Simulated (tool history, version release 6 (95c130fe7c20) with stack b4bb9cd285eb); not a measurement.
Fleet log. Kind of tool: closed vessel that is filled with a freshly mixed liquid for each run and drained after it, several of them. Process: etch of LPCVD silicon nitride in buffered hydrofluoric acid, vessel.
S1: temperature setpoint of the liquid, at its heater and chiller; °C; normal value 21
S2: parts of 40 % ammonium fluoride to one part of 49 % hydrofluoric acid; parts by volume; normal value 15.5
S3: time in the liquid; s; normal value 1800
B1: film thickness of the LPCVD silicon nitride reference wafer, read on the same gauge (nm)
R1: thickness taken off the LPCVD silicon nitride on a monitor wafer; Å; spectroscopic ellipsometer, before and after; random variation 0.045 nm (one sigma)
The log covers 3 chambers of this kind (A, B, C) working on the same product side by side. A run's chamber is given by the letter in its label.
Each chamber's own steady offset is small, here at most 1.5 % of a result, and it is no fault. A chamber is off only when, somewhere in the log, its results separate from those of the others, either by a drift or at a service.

| run | hour | S1 | S2 | S3 | B1 | R1 |
|---|---|---|---|---|---|---|
| 1A | 9.8 | 21 | 15.5 | 1800 | 99.955 | 147.53 |
|  | 15.6 | chamber B: hydrofluoric acid flow meter replaced |
| 2B | 19 | 21 | 15.5 | 1800 | 100.01 | 145.1 |
| 3C | 28.7 | 21 | 15.5 | 1800 | 99.99 | 143.86 |
| 4A | 35.2 | 21 | 15.5 | 1800 | 100.02 | 146.81 |
| 5B | 40.5 | 21 | 15.5 | 1800 | 100.06 | 144.6 |
| 6C | 52.1 | 21 | 15.5 | 1800 | 99.965 | 144.66 |
| 7B | 58.3 | 21 | 15.5 | 1800 | 100.01 | 144.52 |
| 8C | 66 | 21 | 15.5 | 1800 | 100.02 | 143.92 |
| 9A | 73.6 | 21 | 15.5 | 1800 | 100.01 | 146.82 |
| 10B | 80.5 | 21 | 15.5 | 1800 | 99.991 | 145.02 |
| 11C | 92.7 | 21 | 15.5 | 1800 | 99.927 | 144.31 |
| 12A | 101.4 | 21 | 15.5 | 1800 | 100.02 | 146.95 |
| 13B | 109.9 | 21 | 15.5 | 1800 | 100.02 | 146.67 |
| 14C | 116.8 | 21 | 15.5 | 1800 | 99.984 | 144.75 |
| 15A | 128.1 | 21 | 15.5 | 1800 | 99.987 | 147.39 |
| 16C | 138.2 | 21 | 15.5 | 1800 | 99.987 | 143.95 |
| 17B | 144.9 | 21 | 15.5 | 1800 | 99.981 | 147.59 |
| 18A | 152.6 | 21 | 15.5 | 1800 | 100.02 | 147.18 |
| 19A | 162.4 | 21 | 15.5 | 1800 | 99.996 | 147.12 |
| 20C | 172.9 | 21 | 15.5 | 1800 | 100 | 143.94 |
| 21B | 183.4 | 21 | 15.5 | 1800 | 99.977 | 148.84 |

Decide between three cases: one chamber stands off from its peers, the gauge reading all wafers drifts, or nothing is wrong past each chamber's small offset. Where a chamber is off, say which and what most likely put it there.

One chamber, B, drifts off from the rest bit by bit.
Likeliest cause: liquid hotter than its thermometer reads (K) = 0.397.
The log may not separate it from: hydrofluoric acid flow above the setpoint (%).

Below are 4 candidate recipes for chamber B's next run, each the usual settings with a change, their results shown as question marks. Which of them brings B's results back in line with what the other chambers give on the usual settings?
Allowed miss from the other chambers' usual-settings mean, per result, to count as in line: R1 1.6 Å
| 22B-1 | 192.1 | 21 | 15.5 | 1865 |  | ? |
| 22B-2 | 192.1 | 21 | 15.5 | 1730 |  | ? |
| 22B-3 | 192.1 | 21 | 15.5 | 1770 |  | ? |
| 22B-4 | 192.1 | 21 | 15.5 | 1830 |  | ? |

Usual-settings mean across the other chambers: R1 145.57 Å
| run | R1 |
|---|---|
| 22B-1 | 153.44 |
| 22B-2 | 142.33 |
| 22B-3 | 145.62 |
| 22B-4 | 150.56 |
With 22B-3, the chamber falls back in line with the rest.

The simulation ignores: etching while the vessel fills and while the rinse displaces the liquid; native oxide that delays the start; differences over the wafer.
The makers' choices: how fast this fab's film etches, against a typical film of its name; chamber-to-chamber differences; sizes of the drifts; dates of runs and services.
